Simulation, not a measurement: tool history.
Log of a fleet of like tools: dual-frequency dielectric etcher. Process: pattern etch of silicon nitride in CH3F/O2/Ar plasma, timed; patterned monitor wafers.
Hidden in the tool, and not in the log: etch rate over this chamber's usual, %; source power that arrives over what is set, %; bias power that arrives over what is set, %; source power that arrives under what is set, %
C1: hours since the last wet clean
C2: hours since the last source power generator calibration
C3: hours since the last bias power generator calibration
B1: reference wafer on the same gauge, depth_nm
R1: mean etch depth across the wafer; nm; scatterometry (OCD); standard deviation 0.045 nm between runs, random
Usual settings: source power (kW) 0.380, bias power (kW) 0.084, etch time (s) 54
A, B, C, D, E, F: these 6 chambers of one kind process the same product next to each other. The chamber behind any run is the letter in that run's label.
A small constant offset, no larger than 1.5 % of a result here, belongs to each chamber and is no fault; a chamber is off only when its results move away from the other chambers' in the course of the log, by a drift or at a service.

run 1F hour=6.3 | source_power_(kW)=0.380 bias_power_(kW)=0.084 etch_time_(s)=54 | C1=391.7 C2=1173.2 C3=2225.1 | B1=31.706 | R1=39.181
run 2C hour=12.0 | source_power_(kW)=0.380 bias_power_(kW)=0.084 etch_time_(s)=54 | C1=517.3 C2=679.1 C3=961.7 | B1=31.703 | R1=39.435
run 3B hour=17.9 | source_power_(kW)=0.380 bias_power_(kW)=0.084 etch_time_(s)=54 | C1=469.9 C2=2462.2 C3=1553.6 | B1=31.711 | R1=39.628
-- hour=22.6 chamber C: wet clean of the chamber
run 4D hour=24.6 | source_power_(kW)=0.380 bias_power_(kW)=0.084 etch_time_(s)=54 | C1=279.2 C2=2666.4 C3=87.6 | B1=31.717 | R1=38.916
run 5A hour=30.9 | source_power_(kW)=0.380 bias_power_(kW)=0.084 etch_time_(s)=54 | C1=276.0 C2=260.7 C3=1098.0 | B1=31.733 | R1=38.822
run 6E hour=34.1 | source_power_(kW)=0.380 bias_power_(kW)=0.084 etch_time_(s)=54 | C1=175.2 C2=1265.7 C3=913.1 | B1=31.723 | R1=39.350
run 7B hour=37.5 | source_power_(kW)=0.380 bias_power_(kW)=0.084 etch_time_(s)=54 | C1=489.5 C2=2481.8 C3=1573.2 | B1=31.733 | R1=39.515
run 8F hour=42.7 | source_power_(kW)=0.380 bias_power_(kW)=0.084 etch_time_(s)=54 | C1=428.1 C2=1209.6 C3=2261.5 | B1=31.737 | R1=39.053
run 9A hour=49.2 | source_power_(kW)=0.380 bias_power_(kW)=0.084 etch_time_(s)=54 | C1=294.3 C2=279.0 C3=1116.3 | B1=31.740 | R1=38.913
run 10C hour=52.9 | source_power_(kW)=0.380 bias_power_(kW)=0.084 etch_time_(s)=54 | C1=30.3 C2=720.0 C3=1002.6 | B1=31.743 | R1=39.461
run 11D hour=58.5 | source_power_(kW)=0.380 bias_power_(kW)=0.084 etch_time_(s)=54 | C1=313.1 C2=2700.3 C3=121.5 | B1=31.745 | R1=38.900
run 12E hour=62.1 | source_power_(kW)=0.380 bias_power_(kW)=0.084 etch_time_(s)=54 | C1=203.2 C2=1293.7 C3=941.1 | B1=31.744 | R1=39.358
run 13B hour=66.9 | source_power_(kW)=0.380 bias_power_(kW)=0.084 etch_time_(s)=54 | C1=518.9 C2=2511.2 C3=1602.6 | B1=31.742 | R1=39.654
run 14C hour=72.0 | source_power_(kW)=0.380 bias_power_(kW)=0.084 etch_time_(s)=54 | C1=49.4 C2=739.1 C3=1021.7 | B1=31.752 | R1=39.507
run 15E hour=78.5 | source_power_(kW)=0.380 bias_power_(kW)=0.084 etch_time_(s)=54 | C1=219.6 C2=1310.1 C3=957.5 | B1=31.760 | R1=39.406
run 16D hour=81.7 | source_power_(kW)=0.380 bias_power_(kW)=0.084 etch_time_(s)=54 | C1=336.3 C2=2723.5 C3=144.7 | B1=31.765 | R1=38.950
run 17A hour=84.6 | source_power_(kW)=0.380 bias_power_(kW)=0.084 etch_time_(s)=54 | C1=329.7 C2=314.4 C3=1151.7 | B1=31.762 | R1=38.859
run 18F hour=88.9 | source_power_(kW)=0.380 bias_power_(kW)=0.084 etch_time_(s)=54 | C1=474.3 C2=1255.8 C3=2307.7 | B1=31.764 | R1=39.115
-- hour=92.8 chamber F: wet clean of the chamber
run 19E hour=94.0 | source_power_(kW)=0.380 bias_power_(kW)=0.084 etch_time_(s)=54 | C1=235.1 C2=1325.6 C3=973.0 | B1=31.779 | R1=39.436
run 20F hour=98.8 | source_power_(kW)=0.380 bias_power_(kW)=0.084 etch_time_(s)=54 | C1=6.0 C2=1265.7 C3=2317.6 | B1=31.777 | R1=39.243
run 21A hour=104.3 | source_power_(kW)=0.380 bias_power_(kW)=0.084 etch_time_(s)=54 | C1=349.4 C2=334.1 C3=1171.4 | B1=31.784 | R1=38.896
run 22D hour=110.3 | source_power_(kW)=0.380 bias_power_(kW)=0.084 etch_time_(s)=54 | C1=364.9 C2=2752.1 C3=173.3 | B1=31.790 | R1=39.055
run 23C hour=115.7 | source_power_(kW)=0.380 bias_power_(kW)=0.084 etch_time_(s)=54 | C1=93.1 C2=782.8 C3=1065.4 | B1=31.785 | R1=39.584
run 24B hour=120.1 | source_power_(kW)=0.380 bias_power_(kW)=0.084 etch_time_(s)=54 | C1=572.1 C2=2564.4 C3=1655.8 | B1=31.785 | R1=39.780
run 25F hour=126.4 | source_power_(kW)=0.380 bias_power_(kW)=0.084 etch_time_(s)=54 | C1=33.6 C2=1293.3 C3=2345.2 | B1=31.800 | R1=39.300
run 26B hour=133.1 | source_power_(kW)=0.380 bias_power_(kW)=0.084 etch_time_(s)=54 | C1=585.1 C2=2577.4 C3=1668.8 | B1=31.810 | R1=39.675
run 27C hour=136.3 | source_power_(kW)=0.380 bias_power_(kW)=0.084 etch_time_(s)=54 | C1=113.7 C2=803.4 C3=1086.0 | B1=31.812 | R1=39.611
run 28A hour=141.6 | source_power_(kW)=0.380 bias_power_(kW)=0.084 etch_time_(s)=54 | C1=386.7 C2=371.4 C3=1208.7 | B1=31.813 | R1=38.967
run 29D hour=147.0 | source_power_(kW)=0.380 bias_power_(kW)=0.084 etch_time_(s)=54 | C1=401.6 C2=2788.8 C3=210.0 | B1=31.817 | R1=39.055
run 30E hour=153.4 | source_power_(kW)=0.380 bias_power_(kW)=0.084 etch_time_(s)=54 | C1=294.5 C2=1385.0 C3=1032.4 | B1=31.827 | R1=39.487
run 31E hour=156.4 | source_power_(kW)=0.380 bias_power_(kW)=0.084 etch_time_(s)=54 | C1=297.5 C2=1388.0 C3=1035.4 | B1=31.822 | R1=39.454
run 32A hour=161.9 | source_power_(kW)=0.380 bias_power_(kW)=0.084 etch_time_(s)=54 | C1=407.0 C2=391.7 C3=1229.0 | B1=31.820 | R1=38.962
run 33B hour=164.9 | source_power_(kW)=0.380 bias_power_(kW)=0.084 etch_time_(s)=54 | C1=616.9 C2=2609.2 C3=1700.6 | B1=31.841 | R1=39.702
run 34F hour=171.7 | source_power_(kW)=0.380 bias_power_(kW)=0.084 etch_time_(s)=54 | C1=78.9 C2=1338.6 C3=2390.5 | B1=31.830 | R1=39.350
run 35D hour=176.7 | source_power_(kW)=0.380 bias_power_(kW)=0.084 etch_time_(s)=54 | C1=431.3 C2=2818.5 C3=239.7 | B1=31.837 | R1=38.996
run 36C hour=180.0 | source_power_(kW)=0.380 bias_power_(kW)=0.084 etch_time_(s)=54 | C1=157.4 C2=847.1 C3=1129.7 | B1=31.844 | R1=39.547
run 37A hour=184.1 | source_power_(kW)=0.380 bias_power_(kW)=0.084 etch_time_(s)=54 | C1=429.2 C2=413.9 C3=1251.2 | B1=31.844 | R1=38.920
run 38B hour=189.5 | source_power_(kW)=0.380 bias_power_(kW)=0.084 etch_time_(s)=54 | C1=641.5 C2=2633.8 C3=1725.2 | B1=31.849 | R1=39.790

For the next run the whole fleet of 6 chambers uses the same settings. Give each chamber's results:
run 39A hour=194.5 | source_power_(kW)=0.380 bias_power_(kW)=0.100 etch_time_(s)=54 | R1=?
run 39B hour=194.5 | source_power_(kW)=0.380 bias_power_(kW)=0.100 etch_time_(s)=54 | R1=?
run 39C hour=194.5 | source_power_(kW)=0.380 bias_power_(kW)=0.100 etch_time_(s)=54 | R1=?
run 39D hour=194.5 | source_power_(kW)=0.380 bias_power_(kW)=0.100 etch_time_(s)=54 | R1=?
run 39E hour=194.5 | source_power_(kW)=0.380 bias_power_(kW)=0.100 etch_time_(s)=54 | R1=?
run 39F hour=194.5 | source_power_(kW)=0.380 bias_power_(kW)=0.100 etch_time_(s)=54 | R1=?

run=39A R1=41.525
run=39B R1=42.402
run=39C R1=42.185
run=39D R1=41.624
run=39E R1=42.025
run=39F R1=41.893
